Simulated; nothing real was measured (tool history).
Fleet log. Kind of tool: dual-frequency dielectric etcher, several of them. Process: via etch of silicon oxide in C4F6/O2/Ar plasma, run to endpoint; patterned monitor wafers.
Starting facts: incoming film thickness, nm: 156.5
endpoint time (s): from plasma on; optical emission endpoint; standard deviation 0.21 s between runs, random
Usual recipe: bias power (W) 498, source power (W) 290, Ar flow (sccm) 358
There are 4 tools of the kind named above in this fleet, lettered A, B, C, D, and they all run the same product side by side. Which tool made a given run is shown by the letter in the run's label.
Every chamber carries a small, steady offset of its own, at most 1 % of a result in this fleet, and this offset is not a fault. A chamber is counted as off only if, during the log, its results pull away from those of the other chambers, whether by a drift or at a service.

run,day,bias power (W),source power (W),Ar flow (sccm),hours since the last wet clean,hours since the last bias power generator calibration,hours since the last source power generator calibration,hours since the last Ar flow controller change,endpoint time (s)
1B,0.388,498,290,358,503.6,425,1383.5,3692.1,39.588
2A,0.8,498,290,358,252.6,978.3,1321.2,1213.9,40.128
3D,1.075,498,290,358,325.8,784.1,409.1,2699.8,39.965
4C,1.617,498,290,358,426.7,1362.1,2644.9,2040,39.427
5D,2.133,498,290,358,351.2,809.5,434.5,2725.2,39.752
6C,2.538,498,290,358,448.8,1384.2,2667,2062.1,39.512
7B,2.833,498,290,358,562.3,483.7,1442.2,3750.8,39.396
# day 3.162: chamber B: wet clean of the chamber
8A,3.188,498,290,358,309.9,1035.6,1378.5,1271.2,40.445
9A,3.571,498,290,358,319.1,1044.8,1387.7,1280.4,39.826
10D,3.904,498,290,358,393.7,852,477,2767.7,39.79
# day 4.108: chamber C: wet clean of the chamber
11B,4.162,498,290,358,24,515.6,1474.1,3782.7,39.733
12C,4.65,498,290,358,13.1,1434.9,2717.7,2112.8,39.41
13D,5.129,584,240,358,423.1,881.4,506.4,2797.1,40.489
14A,5.575,584,240,358,367.2,1092.9,1435.8,1328.5,40.163
15C,5.871,584,240,358,42.4,1464.2,2747,2142.1,39.759
16B,6.396,584,240,358,77.6,569.2,1527.7,3836.3,40.319
17D,6.854,498,290,358,464.5,922.8,547.8,2838.5,40.78
18A,7.375,498,290,358,410.4,1136.1,1479,1371.7,40.31
19C,7.642,498,290,358,84.9,1506.7,2789.5,2184.6,39.451
20B,8.062,592,290,402,117.6,609.2,1567.7,3876.3,37.368
21C,8.538,592,290,402,106.4,1528.2,2811,2206.1,37.558
22B,8.85,592,290,402,136.5,628.1,1586.6,3895.2,37.649
23D,9.283,592,290,402,522.8,981.1,606.1,2896.8,39
24A,9.658,498,290,358,465.2,1190.9,1533.8,1426.5,39.661
25A,10.075,498,290,358,475.2,1200.9,1543.8,1436.5,39.666
26B,10.408,498,330,302,173.9,665.5,1624,3932.6,37.152

Decide between three cases: one chamber stands off from its peers, the gauge reading all wafers drifts, or nothing is wrong past each chamber's small offset. Where a chamber is off, say which and what most likely put it there.

It is chamber D that slowly wanders off from its peers.
Cause: etch rate under this chamber's usual, % = 4.06.

Which of the 4 candidates below, each the usual settings with something changed and its results left as question marks, puts chamber D back in line with what the other chambers give on the usual settings?
To be in line, a result may differ from the other chambers' mean on the usual settings by at most: endpoint time (s) 0.72
27D-1,10.792,550,290,347,,,,,?
27D-2,10.792,498,260,371,,,,,?
27D-3,10.792,498,300,355,,,,,?
27D-4,10.792,490,290,358,,,,,?

On the usual settings, the other chambers give on average: endpoint time (s) 39.75
run,endpoint time (s)
27D-1,39.757
27D-2,43.319
27D-3,40.901
27D-4,41.711
The answer is 27D-1, which returns the chamber to within the allowed miss of the others.

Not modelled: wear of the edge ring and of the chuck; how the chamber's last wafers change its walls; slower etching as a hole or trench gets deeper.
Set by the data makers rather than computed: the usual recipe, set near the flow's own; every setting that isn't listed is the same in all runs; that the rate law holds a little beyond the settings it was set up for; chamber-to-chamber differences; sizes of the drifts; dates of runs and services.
